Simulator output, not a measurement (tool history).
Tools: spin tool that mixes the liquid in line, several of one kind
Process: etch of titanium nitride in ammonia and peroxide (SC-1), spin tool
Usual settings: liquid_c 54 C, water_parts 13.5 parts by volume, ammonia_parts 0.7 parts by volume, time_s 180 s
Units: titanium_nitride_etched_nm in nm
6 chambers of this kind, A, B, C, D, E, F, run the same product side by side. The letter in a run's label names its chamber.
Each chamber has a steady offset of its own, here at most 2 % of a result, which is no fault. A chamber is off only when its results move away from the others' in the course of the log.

run   hour  liquid_c  water_parts  ammonia_parts  time_s  read-back film thickness of the titanium nitride reference wafer, read on the same gauge (nm)  titanium_nitride_etched_nm
       4.9  -- chamber B: new drum of ammonia solution connected
 1B    6.4        54         13.5            0.7     180                                                                                         70.035                      13.103
 2C   14.1        54         13.5            0.7     180                                                                                          69.97                      12.945
      19.6  -- chamber D: new drum of ammonia solution connected
 3D   25.2        54         13.5            0.7     180                                                                                         70.008                      12.698
 4A   34.8        54         13.5            0.7     180                                                                                         69.967                      12.792
 5E     40        54         13.5            0.7     180                                                                                         69.986                      12.781
 6F     48        54         13.5            0.7     180                                                                                         70.006                      12.824
 7A   59.7        54         13.5            0.7     180                                                                                          69.97                      13.018
 8C   70.4        54         13.5            0.7     180                                                                                         69.988                      13.017
      72.9  -- chamber A: new drum of ammonia solution connected
 9B   77.6        54         13.5            0.7     180                                                                                         69.971                       13.09
10D   87.8        54         13.5           0.85     180                                                                                         70.016                      13.289
11F   93.4        54         13.5           0.85     180                                                                                         70.014                      13.292
12E  103.7        54         13.5           0.85     180                                                                                          70.04                      13.376
13F  108.9        54         13.5           0.85     180                                                                                         70.021                      13.391
     111.4  -- chamber C: new drum of ammonia solution connected
14D  117.7        54         13.5           0.85     180                                                                                         69.986                      13.311
15A  127.7        54         13.5           0.85     180                                                                                         70.025                        13.4
16C  138.6        54         13.5            0.7     180                                                                                         69.997                      12.844
17E  148.3      47.5           16            0.7     180                                                                                         70.004                      7.4494
18B  157.9      47.5           16            0.7     180                                                                                         69.975                       7.622
19D  164.1      47.5           16            0.7     180                                                                                         70.011                      7.3844
20A  174.2      47.5           16            0.7     180                                                                                          69.99                      7.3347
21F  182.7      47.5           16            0.7     180                                                                                         69.975                       7.516
22B  188.2      47.5           16            0.7     180                                                                                         69.952                      7.7401
23C  196.8        54         13.5            0.7     180                                                                                         69.976                      12.803
24E  208.5        54         13.5            0.7     180                                                                                         70.036                      12.762
25A  216.1        54         16.5            0.7     140                                                                                         70.022                      8.9883
26C    226        54         16.5            0.7     140                                                                                         70.039                      8.9595
27B  231.7        54         16.5            0.7     140                                                                                         69.991                      9.4235
28D  242.7        54         16.5            0.7     140                                                                                         69.994                      8.8737
     244.6  -- chamber F: ammonia flow meter replaced
29E    251        54         16.5            0.7     140                                                                                         70.039                      8.9461
30F  258.7        54         16.5            0.7     140                                                                                         70.011                      8.9728
31C  267.1        54         13.5            0.7     180                                                                                         70.042                       12.85
32E  274.3        54         13.5            0.7     180                                                                                         70.011                      12.868
33B  279.4        54         13.5            0.7     180                                                                                         69.993                      13.754
     282.4  -- chamber E: new drum of ammonia solution connected
34D  289.8        54         13.5            0.7     180                                                                                         69.964                       12.98
35A  298.5        54         13.5            0.7     180                                                                                         70.012                      12.773
36F  309.3        54         13.5            0.7     180                                                                                         70.011                      12.869
       314  -- chamber C: thermometer replaced
     316.3  -- chamber A: thermometer replaced
37D  320.4        54         13.5            0.7     180                                                                                         69.978                      12.783
38F  328.8        54         13.5            0.7     180                                                                                         69.978                      12.754
39A  339.1      57.5         13.5            0.7     225                                                                                         70.006                      20.153
40B  350.3      57.5         13.5            0.7     225                                                                                         70.013                      21.901
41C    361      57.5         13.5            0.7     225                                                                                         70.001                       20.42
42E    369      57.5         13.5            0.7     225                                                                                         69.989                      20.335

All 6 chambers run these settings next. Forecast each chamber's results:
43A  377.4        54         13.5            0.7     180                                                                                                                          ?
43B  377.4        54         13.5            0.7     180                                                                                                                          ?
43C  377.4        54         13.5            0.7     180                                                                                                                          ?
43D  377.4        54         13.5            0.7     180                                                                                                                          ?
43E  377.4        54         13.5            0.7     180                                                                                                                          ?
43F  377.4        54         13.5            0.7     180                                                                                                                          ?

run  titanium_nitride_etched_nm
43A                      12.743
43B                      14.292
43C                      12.878
43D                      12.817
43E                      12.924
43F                      12.727
